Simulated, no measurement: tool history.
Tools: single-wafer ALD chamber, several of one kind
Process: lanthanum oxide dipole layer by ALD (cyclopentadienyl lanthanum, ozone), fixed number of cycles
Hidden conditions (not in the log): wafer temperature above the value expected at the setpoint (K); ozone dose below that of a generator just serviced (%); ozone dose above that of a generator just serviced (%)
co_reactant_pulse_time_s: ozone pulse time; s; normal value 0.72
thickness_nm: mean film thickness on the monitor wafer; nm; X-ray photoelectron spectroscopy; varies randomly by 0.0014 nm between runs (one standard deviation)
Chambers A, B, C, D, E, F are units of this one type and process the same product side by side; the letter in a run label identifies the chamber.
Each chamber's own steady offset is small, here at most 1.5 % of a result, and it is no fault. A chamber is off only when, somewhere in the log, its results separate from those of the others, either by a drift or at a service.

run	day	co_reactant_pulse_time_s	hours since the last thermocouple change	hours since the last ozone generator service	read-back reference wafer on the same gauge, thickness_nm	thickness_nm
1C	0.192	0.72	42	408.1	0.35896	0.44078
2B	0.433	0.72	970.2	869.1	0.35891	0.44059
3D	0.629	0.72	844.5	100.3	0.35889	0.44243
4F	0.754	0.72	1393.9	1310	0.35897	0.44107
5A	0.996	0.72	1004.9	1030.1	0.359	0.43566
6E	1.192	0.72	795.4	1518.4	0.35898	0.44302
7C	1.425	0.82	71.6	437.7	0.35925	0.46519
8B	1.575	0.82	997.6	896.5	0.3589	0.46272
9D	1.75	0.82	871.4	127.2	0.35869	0.46895
10A	1.875	0.82	1026	1051.2	0.35894	0.45945
11E	2.088	0.82	816.9	1539.9	0.35899	0.47021
12F	2.292	0.82	1430.8	1346.9	0.35913	0.464
13A	2.45	0.98	1039.8	1065	0.35861	0.48962
14F	2.667	0.98	1439.8	1355.9	0.35913	0.49369
15B	2.825	0.98	1027.6	926.5	0.35918	0.49579
16D	2.988	0.98	901.1	156.9	0.35895	0.49736
17C	3.229	0.98	114.9	481	0.35896	0.49617
18E	3.346	0.98	847.1	1570.1	0.35922	0.49731
19E	3.5	0.72	850.8	1573.8	0.35909	0.44239
20D	3.733	0.72	919	174.8	0.35916	0.44093
21F	3.858	0.9	1468.4	1384.5	0.359	0.48108
22B	3.996	0.9	1055.7	954.6	0.35913	0.48165
23A	4.208	0.9	1082	1107.2	0.35939	0.47475
24C	4.325	0.9	141.2	507.3	0.35921	0.4788
25E	4.554	0.9	876.1	1599.1	0.35894	0.4841
26B	4.771	0.9	1074.3	973.2	0.35886	0.48339
27A	4.958	0.72	1100	1125.2	0.35893	0.43321
28F	5.133	0.72	1499	1415.1	0.35898	0.43881
29C	5.325	0.47	165.2	531.3	0.35889	0.35244
30D	5.471	0.47	960.7	216.5	0.35895	0.35502
31D	5.712	0.47	966.5	222.3	0.35906	0.35819
32C	5.9	0.47	179	545.1	0.35923	0.35267
33E	6.054	0.47	912.1	1635.1	0.35929	0.35209
34A	6.175	0.47	1129.2	1154.4	0.35888	0.3415
35F	6.396	0.72	1529.3	1445.4	0.35906	0.43829
36B	6.517	0.72	1116.2	1015.1	0.35898	0.44259
37D	6.642	0.72	988.8	244.6	0.35908	0.44033

What goes on in this fleet: one chamber off, a drifting gauge, or nothing beyond the chambers' own small offsets? Name the chamber and the cause, if any.

It is chamber A that slowly wanders off from its peers.
Most likely cause: ozone dose below that of a generator just serviced (%) = 4.58.

Below are 4 candidate recipes for chamber A's next run, each the usual settings with a change, their results shown as question marks. Which of them brings A's results back in line with what the other chambers give on the usual settings?
To be in line, a result may differ from the other chambers' mean on the usual settings by at most: thickness_nm 0.0049 nm
38A-1	6.825	0.77				?
38A-2	6.825	0.74				?
38A-3	6.825	0.67				?
38A-4	6.825	0.7				?

The mean the other chambers reach with the usual settings: thickness_nm 0.44119 nm
run	thickness_nm
38A-1	0.44
38A-2	0.43232
38A-3	0.4126
38A-4	0.42137
It is 38A-1 that realigns the chamber with its peers.
